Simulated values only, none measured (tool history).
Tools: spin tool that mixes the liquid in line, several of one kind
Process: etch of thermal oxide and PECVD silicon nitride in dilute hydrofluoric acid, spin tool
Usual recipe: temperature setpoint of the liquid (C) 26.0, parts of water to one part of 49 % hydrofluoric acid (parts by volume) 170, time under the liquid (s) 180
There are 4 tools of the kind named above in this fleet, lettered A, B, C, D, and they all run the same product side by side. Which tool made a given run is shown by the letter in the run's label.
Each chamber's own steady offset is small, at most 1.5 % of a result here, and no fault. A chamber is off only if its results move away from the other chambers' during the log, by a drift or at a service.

run	day	temperature setpoint of the liquid (C)	parts of water to one part of 49 % hydrofluoric acid (parts by volume)	time under the liquid (s)	read-back film thickness of the thermal oxide reference wafer, read on the same gauge (nm)	read-back film thickness of the PECVD silicon nitride reference wafer, read on the same gauge (nm)	thickness taken off the thermal oxide on a monitor wafer (angstrom)	thickness taken off the PECVD silicon nitride on a monitor wafer (angstrom)
1C	0.333	26.0	170	180	80.011	119.98	49.619	20.936
2B	0.783	26.0	170	180	79.989	119.99	50.541	20.822
3D	1.262	26.0	170	180	80.020	119.99	50.018	20.346
4A	1.829	26.0	170	180	80.024	119.97	48.933	21.198
5B	2.254	26.0	170	180	80.029	120.01	50.223	20.729
6C	2.567	26.0	170	180	79.961	120.01	49.812	20.909
7A	2.908	26.0	170	180	79.963	120.00	48.377	20.478
8D	3.212	26.0	170	180	80.003	120.02	49.170	20.047
9D	3.521	26.0	170	180	79.987	120.01	49.387	19.913
10C	4.004	26.0	170	180	80.029	120.01	50.297	20.848
11A	4.400	26.0	170	180	79.998	119.99	48.571	20.825
# day 4.892: chamber A: hydrofluoric acid flow meter replaced
12B	4.892	29.5	170	105	80.015	119.98	33.351	15.145
13D	5.217	29.5	170	105	80.011	120.01	32.091	14.489
14B	5.771	29.5	170	105	79.990	120.00	33.463	14.930
15C	6.208	29.5	170	105	79.987	120.02	33.017	15.378
# day 6.704: chamber B: hydrofluoric acid flow meter replaced
16A	6.746	26.0	170	180	80.015	119.99	49.423	20.496
17B	7.067	26.0	170	180	79.984	120.01	49.579	20.705
18D	7.333	26.0	170	180	80.025	120.01	47.808	19.383
19A	7.600	21.0	170	180	80.012	120.00	41.110	14.811
20C	7.921	21.0	170	180	80.000	119.97	41.070	14.961
21A	8.483	21.0	170	180	80.037	120.03	40.354	14.939
22B	8.821	21.0	170	180	80.023	120.02	41.299	14.884
23C	9.183	26.0	170	180	80.028	119.97	49.659	20.958
24D	9.446	26.0	170	180	79.994	120.02	47.759	19.139
25B	9.879	26.0	170	180	80.013	120.02	50.202	20.494
26D	10.238	26.0	170	180	80.018	119.99	47.387	18.965
27C	10.700	26.0	170	180	80.024	120.02	49.842	20.884
28A	11.112	26.0	170	180	80.010	120.00	48.770	20.753
29B	11.471	26.0	170	180	80.026	120.01	49.836	20.469

Which is it: a chamber that has drifted or been left off by a service, a gauge drift common to all chambers, or only each chamber's usual small offset? If a chamber is off, name it and its likeliest cause.

Little by little, chamber D moves away from the other chambers.
Likeliest cause: liquid colder than its thermometer reads (K) = 1.35.

Here are 4 candidates for chamber D's next run, each the usual settings with a change, their results left as question marks. Which one brings its results back in line with what the others give on the usual settings?
Maximum distance from the other chambers' mean on the usual settings for a result to count as in line: thickness taken off the thermal oxide on a monitor wafer (angstrom) 1.200; thickness taken off the PECVD silicon nitride on a monitor wafer (angstrom) 0.810
30D-1	11.875	27.0	175	190			?	?
30D-2	11.875	28.5	185	200			?	?
30D-3	11.875	25.0	165	170			?	?
30D-4	11.875	24.0	160	165			?	?

The other chambers' mean on the usual settings: thickness taken off the thermal oxide on a monitor wafer (angstrom) 49.690; thickness taken off the PECVD silicon nitride on a monitor wafer (angstrom) 20.661
run	thickness taken off the thermal oxide on a monitor wafer (angstrom)	thickness taken off the PECVD silicon nitride on a monitor wafer (angstrom)
30D-1	49.956	20.446
30D-2	51.947	22.343
30D-3	44.487	17.094
30D-4	43.090	16.035
The right change is 30D-1: it brings the chamber back within the allowed miss of the others.
